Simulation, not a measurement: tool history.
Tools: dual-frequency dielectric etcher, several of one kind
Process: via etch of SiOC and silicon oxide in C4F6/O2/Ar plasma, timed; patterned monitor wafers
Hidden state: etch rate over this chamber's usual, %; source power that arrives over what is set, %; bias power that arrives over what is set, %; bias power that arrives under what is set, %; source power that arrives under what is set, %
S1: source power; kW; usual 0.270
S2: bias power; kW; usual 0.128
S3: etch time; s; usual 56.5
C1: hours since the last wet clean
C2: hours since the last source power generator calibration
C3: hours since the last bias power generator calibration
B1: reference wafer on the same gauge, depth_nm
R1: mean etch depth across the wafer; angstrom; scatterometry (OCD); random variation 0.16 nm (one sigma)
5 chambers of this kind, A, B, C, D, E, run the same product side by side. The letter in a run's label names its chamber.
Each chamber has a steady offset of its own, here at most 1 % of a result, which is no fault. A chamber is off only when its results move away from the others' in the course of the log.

run	day	S1	S2	S3	C1	C2	C3	B1	R1
1B	0.267	0.270	0.128	56.5	311.6	2711.0	3158.4	42.439	488.24
2D	0.442	0.270	0.128	56.5	225.2	229.5	972.8	42.398	486.61
3E	0.617	0.270	0.128	56.5	51.2	2606.3	688.8	42.394	489.92
4C	0.838	0.270	0.128	56.5	253.1	1917.5	355.8	42.395	494.64
5A	1.058	0.270	0.128	56.5	103.7	864.1	3470.3	42.402	493.56
6E	1.300	0.270	0.128	56.5	67.6	2622.7	705.2	42.384	487.50
7A	1.462	0.270	0.128	56.5	113.4	873.8	3480.0	42.394	495.92
8D	1.679	0.270	0.128	56.5	254.9	259.2	1002.5	42.378	487.02
9B	1.862	0.270	0.128	56.5	349.9	2749.3	3196.7	42.421	493.43
10C	2.054	0.270	0.128	56.5	282.3	1946.7	385.0	42.403	493.98
11D	2.288	0.270	0.128	56.5	269.5	273.8	1017.1	42.385	488.95
12A	2.483	0.270	0.128	56.5	137.9	898.3	3504.5	42.430	495.49
13C	2.800	0.270	0.128	56.5	300.2	1964.6	402.9	42.441	493.13
14B	3.012	0.270	0.128	56.5	377.5	2776.9	3224.3	42.433	487.17
15E	3.288	0.270	0.128	56.5	115.3	2670.4	752.9	42.402	489.31
16C	3.492	0.270	0.128	56.5	316.8	1981.2	419.5	42.366	495.04
17D	3.679	0.320	0.137	56.5	302.9	307.2	1050.5	42.406	537.12
18B	3.983	0.320	0.137	56.5	400.8	2800.2	3247.6	42.439	536.84
19E	4.242	0.320	0.137	56.5	138.2	2693.3	775.8	42.399	530.44
20A	4.558	0.320	0.137	56.5	187.7	948.1	3554.3	42.378	540.68
21E	4.846	0.320	0.137	56.5	152.7	2707.8	790.3	42.381	530.76
22B	4.996	0.270	0.128	56.5	425.1	2824.5	3271.9	42.424	488.43
# day 5.029: chamber B: bias power generator calibrated
23C	5.150	0.270	0.128	56.5	356.6	2021.0	459.3	42.391	500.49
# day 5.250: chamber E: source power generator calibrated
24D	5.288	0.270	0.128	56.5	341.5	345.8	1089.1	42.416	490.90
25A	5.538	0.270	0.128	56.5	211.2	971.6	3577.8	42.374	498.55
26B	5.842	0.270	0.128	56.5	445.4	2844.8	19.6	42.391	490.11
27A	5.992	0.270	0.144	50.5	222.1	982.5	3588.7	42.395	457.33
28C	6.292	0.270	0.144	50.5	384.0	2048.4	486.7	42.399	466.89
29E	6.454	0.270	0.144	50.5	191.3	28.9	828.9	42.426	451.28
30D	6.667	0.270	0.144	50.5	374.6	378.9	1122.2	42.429	454.10
# day 6.867: chamber B: wet clean of the chamber
31A	6.925	0.270	0.144	50.5	244.5	1004.9	3611.1	42.407	460.86
32E	7.146	0.270	0.158	41.5	207.9	45.5	845.5	42.414	379.76
33B	7.317	0.270	0.158	41.5	10.9	2880.2	55.0	42.395	381.74
34C	7.583	0.270	0.158	41.5	415.0	2079.4	517.7	42.417	400.45
35D	7.779	0.270	0.158	41.5	401.3	405.6	1148.9	42.392	384.01
36A	8.038	0.270	0.158	41.5	271.2	1031.6	3637.8	42.380	388.40
37C	8.262	0.270	0.128	56.5	431.3	2095.7	534.0	42.387	511.64
38E	8.508	0.270	0.128	56.5	240.6	78.2	878.2	42.395	490.27
39B	8.767	0.270	0.128	56.5	45.7	2915.0	89.8	42.401	490.30
40D	8.971	0.270	0.098	56.5	429.9	434.2	1177.5	42.413	450.31

Is one chamber off against the others, does the gauge drift, or is nothing wrong? If a chamber is off, say which, and what the likeliest cause is.

Chamber C drifts away from the others.
Cause: etch rate over this chamber's usual, % = 4.31.

Here are 4 candidates for chamber C's next run, each the usual settings with a change, their results left as question marks. Which one brings its results back in line with what the others give on the usual settings?
In line means no further than this from the other chambers' mean on the usual settings: R1 5.70 angstrom
41C-1	9.200	0.270	0.127	55.0					?
41C-2	9.200	0.270	0.129	58.0					?
41C-3	9.200	0.250	0.120	56.5					?
41C-4	9.200	0.270	0.129	59.0					?

The other chambers' mean on the usual settings: R1 490.50 angstrom
run	R1
41C-1	500.33
41C-2	530.16
41C-3	490.33
41C-4	539.30
41C-3 brings the chamber back in line.
